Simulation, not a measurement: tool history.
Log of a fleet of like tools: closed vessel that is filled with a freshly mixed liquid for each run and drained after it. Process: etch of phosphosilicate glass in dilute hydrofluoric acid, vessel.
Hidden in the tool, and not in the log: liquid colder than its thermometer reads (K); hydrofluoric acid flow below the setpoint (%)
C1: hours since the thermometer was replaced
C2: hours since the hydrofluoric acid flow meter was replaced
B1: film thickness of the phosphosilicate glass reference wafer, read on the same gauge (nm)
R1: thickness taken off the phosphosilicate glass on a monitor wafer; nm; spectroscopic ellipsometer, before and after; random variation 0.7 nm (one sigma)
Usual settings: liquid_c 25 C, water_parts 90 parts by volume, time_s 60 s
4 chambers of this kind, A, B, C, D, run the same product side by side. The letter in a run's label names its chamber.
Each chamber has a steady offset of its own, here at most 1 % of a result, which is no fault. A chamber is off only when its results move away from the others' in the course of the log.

Run 1C, hour 5.4: usual settings; C1 382.6; C2 1569.3; B1 139.97. Result: R1 98.624 nm.
Run 2D, hour 9.6: usual settings; C1 2039; C2 427; B1 140.03. Result: R1 98.75 nm.
Run 3B, hour 12.1: usual settings; C1 308.1; C2 54.1; B1 140.02. Result: R1 97.819 nm.
Run 4A, hour 15.2: usual settings; C1 1239.5; C2 403.9; B1 140.04. Result: R1 98.859 nm.
Run 5D, hour 19.6: usual settings; C1 2049; C2 437; B1 140.01. Result: R1 99.147 nm.
Run 6A, hour 23.3: usual settings; C1 1247.6; C2 412; B1 140. Result: R1 97.899 nm.
Run 7B, hour 27: usual settings; C1 323; C2 69; B1 140.01. Result: R1 98.656 nm.
Run 8C, hour 31.2: usual settings; C1 408.4; C2 1595.1; B1 139.95. Result: R1 99.686 nm.
Run 9A, hour 35.1: usual settings; C1 1259.4; C2 423.8; B1 140. Result: R1 98.177 nm.
Run 10D, hour 37.6: usual settings; C1 2067; C2 455; B1 139.97. Result: R1 98.212 nm.
Run 11B, hour 42.4: usual settings but water_parts 75 parts by volume, time_s 35 s; C1 338.4; C2 84.4; B1 140.02. Result: R1 69.919 nm.
Run 12C, hour 45.5: usual settings but water_parts 75 parts by volume, time_s 35 s; C1 422.7; C2 1609.4; B1 140.02. Result: R1 68.685 nm.
Run 13D, hour 48.5: usual settings but water_parts 75 parts by volume, time_s 35 s; C1 2077.9; C2 465.9; B1 140. Result: R1 70.526 nm.
Run 14C, hour 52.7: usual settings but water_parts 75 parts by volume, time_s 35 s; C1 429.9; C2 1616.6; B1 140. Result: R1 69.278 nm.
Run 15A, hour 55.2: usual settings; C1 1279.5; C2 443.9; B1 140. Result: R1 100.07 nm.
Run 16B, hour 57.8: usual settings; C1 353.8; C2 99.8; B1 139.98. Result: R1 99.239 nm.
Run 17D, hour 61.4: usual settings; C1 2090.8; C2 478.8; B1 139.98. Result: R1 99.442 nm.
Run 18A, hour 64.7: usual settings; C1 1289; C2 453.4; B1 140.01. Result: R1 98.494 nm.
Run 19C, hour 68.3: usual settings but water_parts 50 parts by volume, time_s 35 s; C1 445.5; C2 1632.2; B1 140.03. Result: R1 105.09 nm.
Run 20B, hour 73: usual settings but water_parts 50 parts by volume, time_s 35 s; C1 369; C2 115; B1 140.03. Result: R1 109.81 nm.
Run 21B, hour 77.2: usual settings but water_parts 50 parts by volume, time_s 35 s; C1 373.2; C2 119.2; B1 140. Result: R1 110.22 nm.
Run 22C, hour 80.8: usual settings but water_parts 50 parts by volume, time_s 35 s; C1 458; C2 1644.7; B1 140. Result: R1 104.23 nm.
Run 23A, hour 84.8: usual settings; C1 1309.1; C2 473.5; B1 139.96. Result: R1 99.512 nm.
Run 24D, hour 89.3: usual settings but liquid_c 29.5 C, time_s 40 s; C1 2118.7; C2 506.7; B1 139.94. Result: R1 78.462 nm.
Run 25A, hour 91.8: usual settings but liquid_c 29.5 C, time_s 40 s; C1 1316.1; C2 480.5; B1 140.01. Result: R1 77.933 nm.
Run 26C, hour 95.2: usual settings but liquid_c 29.5 C, time_s 40 s; C1 472.4; C2 1659.1; B1 139.99. Result: R1 75.022 nm.
Run 27D, hour 97.7: usual settings but liquid_c 29.5 C, time_s 40 s; C1 2127.1; C2 515.1; B1 139.97. Result: R1 78.55 nm.
Run 28B, hour 100.9: usual settings but water_parts 110 parts by volume; C1 396.9; C2 142.9; B1 140.07. Result: R1 77.953 nm.
Run 29C, hour 105.7: usual settings but water_parts 110 parts by volume; C1 482.9; C2 1669.6; B1 140. Result: R1 74.493 nm.
Run 30D, hour 110.1: usual settings but water_parts 110 parts by volume; C1 2139.5; C2 527.5; B1 140.04. Result: R1 79.872 nm.
Run 31B, hour 112.5: usual settings but water_parts 110 parts by volume; C1 408.5; C2 154.5; B1 140.02. Result: R1 79.093 nm.
Run 32A, hour 116: usual settings; C1 1340.3; C2 504.7; B1 140. Result: R1 98.014 nm.

Is one chamber off against the others, does the gauge drift, or is nothing wrong? If a chamber is off, say which, and what the likeliest cause is.

Chamber C drifts away from the others.
Cause: liquid colder than its thermometer reads (K) = 1.98.
The log may not tell that from: hydrofluoric acid flow below the setpoint (%).

Here are 4 candidates for chamber C's next run, each the usual settings with a change, their results left as question marks. Which one brings its results back in line with what the others give on the usual settings?
In line means no further than this from the other chambers' mean on the usual settings: R1 2.5 nm
Run 33C-1, hour 120: usual settings but liquid_c 25.5 C, water_parts 85 parts by volume, time_s 65 s. Result: R1 ?.
Run 33C-2, hour 120: usual settings but water_parts 95 parts by volume, time_s 55 s. Result: R1 ?.
Run 33C-3, hour 120: usual settings but liquid_c 24.5 C, water_parts 95 parts by volume. Result: R1 ?.
Run 33C-4, hour 120: usual settings but time_s 65 s. Result: R1 ?.

The other chambers' mean on the usual settings: R1 98.518 nm
  run      R1
33C-1  107.25
33C-2  78.691
33C-3  84.102
33C-4  98.716
33C-4 brings the chamber back in line.
